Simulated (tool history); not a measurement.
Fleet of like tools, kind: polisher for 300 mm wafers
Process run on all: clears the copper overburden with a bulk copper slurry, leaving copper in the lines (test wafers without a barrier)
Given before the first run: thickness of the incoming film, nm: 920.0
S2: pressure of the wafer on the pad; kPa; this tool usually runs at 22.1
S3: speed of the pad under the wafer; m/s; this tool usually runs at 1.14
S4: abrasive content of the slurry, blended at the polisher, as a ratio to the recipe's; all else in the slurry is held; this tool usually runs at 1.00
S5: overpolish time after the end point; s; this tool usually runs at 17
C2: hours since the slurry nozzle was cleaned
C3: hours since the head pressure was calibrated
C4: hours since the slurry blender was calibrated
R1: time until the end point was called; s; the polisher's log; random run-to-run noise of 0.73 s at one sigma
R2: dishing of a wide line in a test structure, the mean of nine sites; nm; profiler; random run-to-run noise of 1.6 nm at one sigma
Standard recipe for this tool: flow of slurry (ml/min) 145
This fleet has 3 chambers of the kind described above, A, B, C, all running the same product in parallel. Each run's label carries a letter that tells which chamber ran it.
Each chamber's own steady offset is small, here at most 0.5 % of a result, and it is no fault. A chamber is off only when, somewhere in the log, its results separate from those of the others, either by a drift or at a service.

run 1A hour=6.0 | flow_of_slurry_(ml/min)=145 S2=22.1 S3=1.14 S4=1.00 S5=17 | wafers_polished_on_this_pad=89 C2=269.7 C3=219.2 C4=161.5 | R1=67.720 R2=77.579
run 2C hour=9.6 | flow_of_slurry_(ml/min)=145 S2=22.1 S3=1.14 S4=1.00 S5=17 | wafers_polished_on_this_pad=1068 C2=427.4 C3=363.8 C4=257.9 | R1=68.622 R2=76.420
run 3B hour=13.3 | flow_of_slurry_(ml/min)=145 S2=22.1 S3=1.14 S4=1.00 S5=17 | wafers_polished_on_this_pad=743 C2=616.4 C3=96.7 C4=263.3 | R1=67.520 R2=78.451
run 4C hour=17.6 | flow_of_slurry_(ml/min)=145 S2=22.1 S3=1.14 S4=1.00 S5=17 | wafers_polished_on_this_pad=1112 C2=435.4 C3=371.8 C4=265.9 | R1=69.534 R2=78.927
run 5A hour=24.6 | flow_of_slurry_(ml/min)=115 S2=14.5 S3=1.14 S4=1.00 S5=17 | wafers_polished_on_this_pad=191 C2=288.3 C3=237.8 C4=180.1 | R1=108.610 R2=61.646
-- hour=25.3 chamber C: slurry blender recalibrated
run 6B hour=32.2 | flow_of_slurry_(ml/min)=115 S2=14.5 S3=1.14 S4=1.00 S5=17 | wafers_polished_on_this_pad=847 C2=635.3 C3=115.6 C4=282.2 | R1=106.780 R2=60.931
run 7A hour=36.4 | flow_of_slurry_(ml/min)=115 S2=14.5 S3=1.14 S4=1.00 S5=17 | wafers_polished_on_this_pad=256 C2=300.1 C3=249.6 C4=191.9 | R1=110.420 R2=59.443
-- hour=37.3 chamber C: worn pad replaced by a new one
run 8B hour=40.6 | flow_of_slurry_(ml/min)=145 S2=22.1 S3=1.14 S4=1.00 S5=17 | wafers_polished_on_this_pad=894 C2=643.7 C3=124.0 C4=290.6 | R1=67.074 R2=76.741
run 9C hour=45.4 | flow_of_slurry_(ml/min)=145 S2=22.1 S3=1.14 S4=1.00 S5=17 | wafers_polished_on_this_pad=45 C2=463.2 C3=399.6 C4=20.2 | R1=68.629 R2=73.208
run 10A hour=50.3 | flow_of_slurry_(ml/min)=145 S2=22.1 S3=1.14 S4=1.00 S5=17 | wafers_polished_on_this_pad=333 C2=314.0 C3=263.5 C4=205.8 | R1=68.675 R2=74.999
run 11B hour=55.6 | flow_of_slurry_(ml/min)=145 S2=22.1 S3=1.14 S4=1.00 S5=17 | wafers_polished_on_this_pad=976 C2=658.7 C3=139.0 C4=305.6 | R1=67.706 R2=77.731
run 12C hour=60.8 | flow_of_slurry_(ml/min)=145 S2=22.1 S3=1.14 S4=1.00 S5=17 | wafers_polished_on_this_pad=129 C2=478.6 C3=415.0 C4=35.6 | R1=67.090 R2=76.146
run 13A hour=66.9 | flow_of_slurry_(ml/min)=145 S2=22.1 S3=1.14 S4=1.00 S5=17 | wafers_polished_on_this_pad=424 C2=330.6 C3=280.1 C4=222.4 | R1=68.218 R2=77.520
run 14B hour=72.3 | flow_of_slurry_(ml/min)=145 S2=22.1 S3=1.14 S4=1.00 S5=17 | wafers_polished_on_this_pad=1068 C2=675.4 C3=155.7 C4=322.3 | R1=67.971 R2=75.253
-- hour=74.2 chamber A: slurry blender recalibrated
run 15C hour=76.7 | flow_of_slurry_(ml/min)=145 S2=22.1 S3=1.14 S4=1.00 S5=17 | wafers_polished_on_this_pad=217 C2=494.5 C3=430.9 C4=51.5 | R1=66.792 R2=77.436
-- hour=83.1 chamber C: head pressure recalibrated
run 16C hour=84.0 | flow_of_slurry_(ml/min)=145 S2=22.1 S3=1.14 S4=1.00 S5=17 | wafers_polished_on_this_pad=257 C2=501.8 C3=0.9 C4=58.8 | R1=66.097 R2=77.019
run 17A hour=87.7 | flow_of_slurry_(ml/min)=145 S2=22.1 S3=1.14 S4=1.10 S5=17 | wafers_polished_on_this_pad=538 C2=351.4 C3=300.9 C4=13.6 | R1=68.088 R2=77.211
-- hour=92.1 chamber B: worn pad replaced by a new one
run 18B hour=93.9 | flow_of_slurry_(ml/min)=145 S2=22.1 S3=1.14 S4=1.10 S5=17 | wafers_polished_on_this_pad=10 C2=697.0 C3=177.3 C4=343.9 | R1=69.883 R2=77.280
run 19A hour=101.7 | flow_of_slurry_(ml/min)=145 S2=22.1 S3=1.14 S4=1.10 S5=17 | wafers_polished_on_this_pad=615 C2=365.4 C3=314.9 C4=27.6 | R1=67.602 R2=75.400
run 20B hour=108.7 | flow_of_slurry_(ml/min)=145 S2=22.1 S3=1.14 S4=1.00 S5=17 | wafers_polished_on_this_pad=91 C2=711.8 C3=192.1 C4=358.7 | R1=71.696 R2=73.141
run 21C hour=112.4 | flow_of_slurry_(ml/min)=145 S2=22.1 S3=1.14 S4=1.15 S5=17 | wafers_polished_on_this_pad=413 C2=530.2 C3=29.3 C4=87.2 | R1=65.266 R2=76.613
run 22B hour=119.4 | flow_of_slurry_(ml/min)=145 S2=22.1 S3=1.14 S4=1.15 S5=17 | wafers_polished_on_this_pad=150 C2=722.5 C3=202.8 C4=369.4 | R1=70.047 R2=76.902
run 23A hour=126.5 | flow_of_slurry_(ml/min)=145 S2=22.1 S3=1.14 S4=1.15 S5=17 | wafers_polished_on_this_pad=752 C2=390.2 C3=339.7 C4=52.4 | R1=66.694 R2=73.521
run 24C hour=132.1 | flow_of_slurry_(ml/min)=145 S2=22.1 S3=1.14 S4=1.00 S5=17 | wafers_polished_on_this_pad=522 C2=549.9 C3=49.0 C4=106.9 | R1=67.898 R2=74.766
-- hour=132.5 chamber B: slurry blender recalibrated
run 25A hour=136.6 | flow_of_slurry_(ml/min)=145 S2=22.1 S3=1.14 S4=1.00 S5=17 | wafers_polished_on_this_pad=807 C2=400.3 C3=349.8 C4=62.5 | R1=67.310 R2=74.116
run 26C hour=144.6 | flow_of_slurry_(ml/min)=145 S2=22.1 S3=1.14 S4=1.00 S5=17 | wafers_polished_on_this_pad=590 C2=562.4 C3=61.5 C4=119.4 | R1=67.660 R2=75.625
run 27B hour=149.2 | flow_of_slurry_(ml/min)=145 S2=22.1 S3=1.14 S4=1.00 S5=17 | wafers_polished_on_this_pad=314 C2=752.3 C3=232.6 C4=16.8 | R1=75.340 R2=75.446
run 28C hour=153.2 | flow_of_slurry_(ml/min)=145 S2=22.1 S3=1.14 S4=1.00 S5=17 | wafers_polished_on_this_pad=638 C2=571.0 C3=70.1 C4=128.0 | R1=67.787 R2=75.868

Predict what each chamber gives when all 3 of them run the settings below next.
run 29A hour=159.0 | flow_of_slurry_(ml/min)=145 S2=22.1 S3=1.14 S4=1.00 S5=17 | R1=? R2=?
run 29B hour=159.0 | flow_of_slurry_(ml/min)=145 S2=22.1 S3=1.14 S4=1.00 S5=17 | R1=? R2=?
run 29C hour=159.0 | flow_of_slurry_(ml/min)=145 S2=22.1 S3=1.14 S4=1.00 S5=17 | R1=? R2=?

run=29A R1=68.465 R2=73.897
run=29B R1=76.278 R2=75.423
run=29C R1=67.451 R2=76.879
